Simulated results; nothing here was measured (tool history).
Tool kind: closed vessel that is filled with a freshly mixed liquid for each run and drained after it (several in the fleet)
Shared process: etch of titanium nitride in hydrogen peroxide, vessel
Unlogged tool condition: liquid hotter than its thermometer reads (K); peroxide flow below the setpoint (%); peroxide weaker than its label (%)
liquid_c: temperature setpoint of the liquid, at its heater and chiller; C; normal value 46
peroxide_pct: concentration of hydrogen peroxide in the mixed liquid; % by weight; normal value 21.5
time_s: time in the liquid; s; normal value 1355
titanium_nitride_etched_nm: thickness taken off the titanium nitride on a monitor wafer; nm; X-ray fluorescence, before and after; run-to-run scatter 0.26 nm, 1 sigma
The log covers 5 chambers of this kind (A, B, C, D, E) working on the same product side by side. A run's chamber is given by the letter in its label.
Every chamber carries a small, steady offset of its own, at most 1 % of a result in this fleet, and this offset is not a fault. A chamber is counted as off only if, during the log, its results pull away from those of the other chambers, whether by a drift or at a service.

run,hour,liquid_c,peroxide_pct,time_s,hours since the thermometer was replaced,hours since the peroxide flow meter was replaced,hours since the drum of peroxide was connected,"read-back film thickness of the titanium nitride reference wafer, read on the same gauge (nm)",titanium_nitride_etched_nm
1E,3.3,46,21.5,1355,738.2,351.7,333.3,29.947,35.938
2B,7.3,46,21.5,1355,90.6,635.6,366.8,30.021,35.702
3A,9.5,46,21.5,1355,1409.8,886.6,31.2,29.993,35.807
4C,11.8,46,21.5,1355,1727.8,1059.6,400.6,29.959,35.836
5D,15.1,46,21.5,1355,494.9,669.8,122.6,30.024,35.451
6D,17,46,21.5,1355,496.8,671.7,124.5,29.951,35.554
7A,20.2,46,21.5,1355,1420.5,897.3,41.9,29.986,36.066
8E,24.3,46,21.5,1355,759.2,372.7,354.3,30.011,35.633
9B,27.3,46,21.5,1355,110.6,655.6,386.8,30.011,35.039
10C,31.3,46,21.5,1355,1747.3,1079.1,420.1,29.992,35.979
11A,33.9,46,21.5,1355,1434.2,911,55.6,29.993,35.987
12B,37.8,46,21.5,1355,121.1,666.1,397.3,29.961,35.317
13C,41.4,46,21.5,1355,1757.4,1089.2,430.2,30.043,35.741
14D,44.5,46,21.5,1355,524.3,699.2,152,29.975,35.612
15E,46.8,46,17,2080,781.7,395.2,376.8,30.025,51.79
16A,50.7,46,17,2080,1451,927.8,72.4,30.005,52.683
17E,53.3,46,17,2080,788.2,401.7,383.3,30.04,51.502
18B,55.5,46,17,2080,138.8,683.8,415,29.965,51.596
19C,57.7,46,17,2080,1773.7,1105.5,446.5,29.994,53.814
20D,61.5,46,21.5,1355,541.3,716.2,169,30.017,35.721
21C,64.1,46,21.5,1355,1780.1,1111.9,452.9,29.999,36.84
22A,66.5,46,21.5,1355,1466.8,943.6,88.2,29.953,35.483
23D,69.7,41.5,26,1355,549.5,724.4,177.2,29.997,26.751
24E,72.5,41.5,26,1355,807.4,420.9,402.5,29.955,26.681
25B,75.9,41.5,26,1355,159.2,704.2,435.4,30.009,26.438
26A,78.9,41.5,26,1355,1479.2,956,100.6,29.991,26.57
27B,81.5,41.5,26,1355,164.8,709.8,441,29.997,26.394
28E,83.5,46,21.5,1355,818.4,431.9,413.5,30.034,35.61
29D,87.6,46,21.5,1355,567.4,742.3,195.1,30.015,35.894
# hour 89.5: chamber B: peroxide flow meter replaced
30C,90.8,46,21.5,1355,1806.8,1138.6,479.6,30.042,38.238
31D,94.1,46,21.5,1355,573.9,748.8,201.6,30.032,35.446
32C,98.2,46,21.5,1355,1814.2,1146,487,29.997,38.031
33B,101.1,50,21.5,760,184.4,11.7,460.6,29.974,26.249
34A,104.2,50,21.5,760,1504.5,981.3,125.9,30.012,27.045
# hour 104.9: chamber C: new drum of peroxide connected
35E,107.5,50,21.5,760,842.4,455.9,437.5,29.994,26.914
36B,111.7,50,21.5,760,195,22.3,471.2,29.968,26.004
37C,114.3,50,21.5,760,1830.3,1162.1,9.4,30,28.966
38D,117.5,46,21.5,1355,597.3,772.2,225,30.032,35.721
39E,120.1,46,21.5,1355,855,468.5,450.1,29.997,35.101
40A,122,46,21.5,1355,1522.3,999.1,143.7,30.003,35.873
41C,124.3,46,21.5,1355,1840.3,1172.1,19.4,29.995,39.216
42D,128,46,21.5,1355,607.8,782.7,235.5,29.988,35.854

Each of the 5 chambers runs these same settings next. Fill in every chamber's results:
43A,131.1,46,21.5,945,,,,,?
43B,131.1,46,21.5,945,,,,,?
43C,131.1,46,21.5,945,,,,,?
43D,131.1,46,21.5,945,,,,,?
43E,131.1,46,21.5,945,,,,,?

run,titanium_nitride_etched_nm
43A,24.958
43B,24.737
43C,27.613
43D,24.55
43E,24.73
